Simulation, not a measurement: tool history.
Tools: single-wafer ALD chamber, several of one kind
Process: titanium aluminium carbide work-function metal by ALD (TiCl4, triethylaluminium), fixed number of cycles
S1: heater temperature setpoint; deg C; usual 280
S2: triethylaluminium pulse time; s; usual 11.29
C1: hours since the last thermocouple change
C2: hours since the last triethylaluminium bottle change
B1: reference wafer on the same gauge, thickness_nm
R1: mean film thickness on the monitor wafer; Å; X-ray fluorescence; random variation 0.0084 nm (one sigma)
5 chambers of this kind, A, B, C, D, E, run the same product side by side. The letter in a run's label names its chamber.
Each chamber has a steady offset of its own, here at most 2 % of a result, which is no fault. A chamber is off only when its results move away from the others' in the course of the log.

Run 1B, hour 2.9: usual settings; C1 1633.9; C2 101.6; B1 1.7506. Result: R1 18.240 Å.
Run 2A, hour 6.0: usual settings; C1 476.4; C2 613.9; B1 1.7489. Result: R1 18.420 Å.
Run 3E, hour 9.9: usual settings; C1 1258.3; C2 179.5; B1 1.7499. Result: R1 18.589 Å.
Run 4C, hour 13.5: usual settings; C1 927.2; C2 971.8; B1 1.7488. Result: R1 18.473 Å.
Run 5D, hour 17.2: usual settings; C1 1212.4; C2 488.0; B1 1.7517. Result: R1 18.843 Å.
Run 6E, hour 19.4: usual settings; C1 1267.8; C2 189.0; B1 1.7487. Result: R1 18.568 Å.
Run 7A, hour 24.2: usual settings; C1 494.6; C2 632.1; B1 1.7476. Result: R1 18.361 Å.
Run 8D, hour 26.6: usual settings; C1 1221.8; C2 497.4; B1 1.7493. Result: R1 18.877 Å.
Run 9B, hour 28.9: usual settings; C1 1659.9; C2 127.6; B1 1.7503. Result: R1 18.213 Å.
Run 10C, hour 31.6: usual settings; C1 945.3; C2 989.9; B1 1.7498. Result: R1 18.386 Å.
Run 11D, hour 35.5: usual settings; C1 1230.7; C2 506.3; B1 1.7484. Result: R1 18.913 Å.
Run 12B, hour 38.9: usual settings; C1 1669.9; C2 137.6; B1 1.7506. Result: R1 18.208 Å.
Run 13E, hour 42.2: usual settings; C1 1290.6; C2 211.8; B1 1.7491. Result: R1 18.322 Å.
Run 14A, hour 45.8: usual settings; C1 516.2; C2 653.7; B1 1.7512. Result: R1 18.479 Å.
Run 15C, hour 48.8: usual settings; C1 962.5; C2 1007.1; B1 1.7497. Result: R1 18.526 Å.
Run 16B, hour 52.8: usual settings; C1 1683.8; C2 151.5; B1 1.7493. Result: R1 18.123 Å.
Run 17A, hour 56.8: usual settings but S1 274 deg C; C1 527.2; C2 664.7; B1 1.7484. Result: R1 18.022 Å.
Run 18D, hour 60.1: usual settings but S1 274 deg C; C1 1255.3; C2 530.9; B1 1.7487. Result: R1 18.326 Å.
Run 19E, hour 63.9: usual settings but S1 274 deg C; C1 1312.3; C2 233.5; B1 1.7495. Result: R1 17.935 Å.
Run 20C, hour 66.2: usual settings but S1 274 deg C; C1 979.9; C2 1024.5; B1 1.7476. Result: R1 17.949 Å.
Run 21D, hour 69.0: usual settings but S1 274 deg C; C1 1264.2; C2 539.8; B1 1.7502. Result: R1 18.214 Å.
Run 22C, hour 72.8: usual settings; C1 986.5; C2 1031.1; B1 1.7508. Result: R1 18.425 Å.
Run 23E, hour 77.6: usual settings; C1 1326.0; C2 247.2; B1 1.7476. Result: R1 18.461 Å.
At hour 78.6: chamber D: thermocouple changed; heater temperature recalibrated.
Run 24B, hour 81.2: usual settings; C1 1712.2; C2 179.9; B1 1.7515. Result: R1 18.095 Å.
Run 25A, hour 84.0: usual settings; C1 554.4; C2 691.9; B1 1.7503. Result: R1 18.484 Å.
Run 26A, hour 87.8: usual settings; C1 558.2; C2 695.7; B1 1.7483. Result: R1 18.536 Å.
Run 27D, hour 91.3: usual settings; C1 12.7; C2 562.1; B1 1.7488. Result: R1 19.266 Å.
Run 28B, hour 96.0: usual settings; C1 1727.0; C2 194.7; B1 1.7506. Result: R1 18.184 Å.
Run 29C, hour 100.6: usual settings; C1 1014.3; C2 1058.9; B1 1.7511. Result: R1 18.594 Å.
Run 30E, hour 103.1: usual settings; C1 1351.5; C2 272.7; B1 1.7490. Result: R1 18.490 Å.
Run 31C, hour 107.6: usual settings; C1 1021.3; C2 1065.9; B1 1.7517. Result: R1 18.410 Å.
Run 32B, hour 110.6: usual settings; C1 1741.6; C2 209.3; B1 1.7488. Result: R1 18.116 Å.
Run 33A, hour 114.9: usual settings; C1 585.3; C2 722.8; B1 1.7484. Result: R1 18.483 Å.
Run 34D, hour 117.8: usual settings; C1 39.2; C2 588.6; B1 1.7494. Result: R1 19.365 Å.
Run 35E, hour 120.5: usual settings; C1 1368.9; C2 290.1; B1 1.7517. Result: R1 18.424 Å.
Run 36B, hour 123.1: usual settings; C1 1754.1; C2 221.8; B1 1.7477. Result: R1 18.165 Å.
Run 37C, hour 125.8: usual settings; C1 1039.5; C2 1084.1; B1 1.7507. Result: R1 18.406 Å.

All 5 chambers run these settings next. Forecast each chamber's results:
Run 38A, hour 129.3: usual settings but S2 9.71 s. Result: R1 ?.
Run 38B, hour 129.3: usual settings but S2 9.71 s. Result: R1 ?.
Run 38C, hour 129.3: usual settings but S2 9.71 s. Result: R1 ?.
Run 38D, hour 129.3: usual settings but S2 9.71 s. Result: R1 ?.
Run 38E, hour 129.3: usual settings but S2 9.71 s. Result: R1 ?.

run      R1
38A  18.111
38B  17.934
38C  18.062
38D  18.752
38E  17.974
